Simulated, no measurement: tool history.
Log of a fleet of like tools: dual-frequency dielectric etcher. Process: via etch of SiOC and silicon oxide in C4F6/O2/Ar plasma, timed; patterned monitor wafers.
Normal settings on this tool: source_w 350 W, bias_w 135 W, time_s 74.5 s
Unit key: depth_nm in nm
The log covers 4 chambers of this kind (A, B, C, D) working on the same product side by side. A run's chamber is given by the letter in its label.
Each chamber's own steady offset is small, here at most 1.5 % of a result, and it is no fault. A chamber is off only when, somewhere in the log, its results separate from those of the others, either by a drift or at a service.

run,hour,source_w,bias_w,time_s,"read-back reference wafer on the same gauge, depth_nm",depth_nm
1A,2.3,350,135,74.5,80.081,72.82
2D,6.2,350,135,74.5,80.116,72.417
3C,10.7,350,135,74.5,80.036,73.935
4B,13.2,350,135,74.5,80.099,72.604
5D,15.7,320,135,57.5,80.099,53.913
6B,20.5,320,135,57.5,80.119,54.156
7C,25.1,320,135,57.5,80.142,54.53
8A,27.3,320,135,57.5,80.095,54.551
9A,30.5,350,135,74.5,80.128,73.165
10C,33.6,350,135,74.5,80.063,74.052
11B,37.5,350,135,74.5,80.105,72.317
12D,42.2,350,135,74.5,80.033,71.781
13B,46.3,350,135,74.5,80.078,72.829
14A,50.1,350,135,74.5,80.135,72.755
15D,54.8,350,135,74.5,80.058,71.543
16C,57.8,270,135,74.5,80.118,67.04
17C,60.9,270,135,74.5,80.085,66.481
18D,64.8,270,135,74.5,80.143,64.29
19A,68.2,270,135,74.5,80.13,65.678
20B,70.8,350,135,74.5,80.11,72.45
21C,75.5,350,135,74.5,80.076,73.407
22D,79.8,430,135,81.5,80.062,85.012
23B,82.3,430,135,81.5,80.13,86.484
24A,86.5,430,135,81.5,80.074,86.305
25D,90.7,430,135,81.5,80.05,84.546
26C,94.1,350,135,74.5,80.058,73.69
27B,97.8,350,135,74.5,80.132,72.792
28A,102.2,350,135,74.5,80.104,72.496
29A,107,350,135,74.5,80.089,72.957
30D,110.6,350,135,74.5,80.087,70.866
31C,114.5,350,135,53.5,80.04,53.137
32B,116.7,350,135,53.5,80.05,52.471
33A,119.6,350,135,53.5,80.1,52.392
34D,124.1,350,135,53.5,80.066,50.901
35C,126.5,350,135,74.5,80.066,73.989
36B,129.5,390,135,95.5,80.126,97.229
37D,133.8,390,135,95.5,80.14,94.657
38C,137.7,390,135,95.5,80.083,98.792

Predict what each chamber gives when all 4 of them run the settings below next.
39A,141.1,350,135,74.5,,?
39B,141.1,350,135,74.5,,?
39C,141.1,350,135,74.5,,?
39D,141.1,350,135,74.5,,?

run,depth_nm
39A,72.45
39B,72.851
39C,74.15
39D,70.687
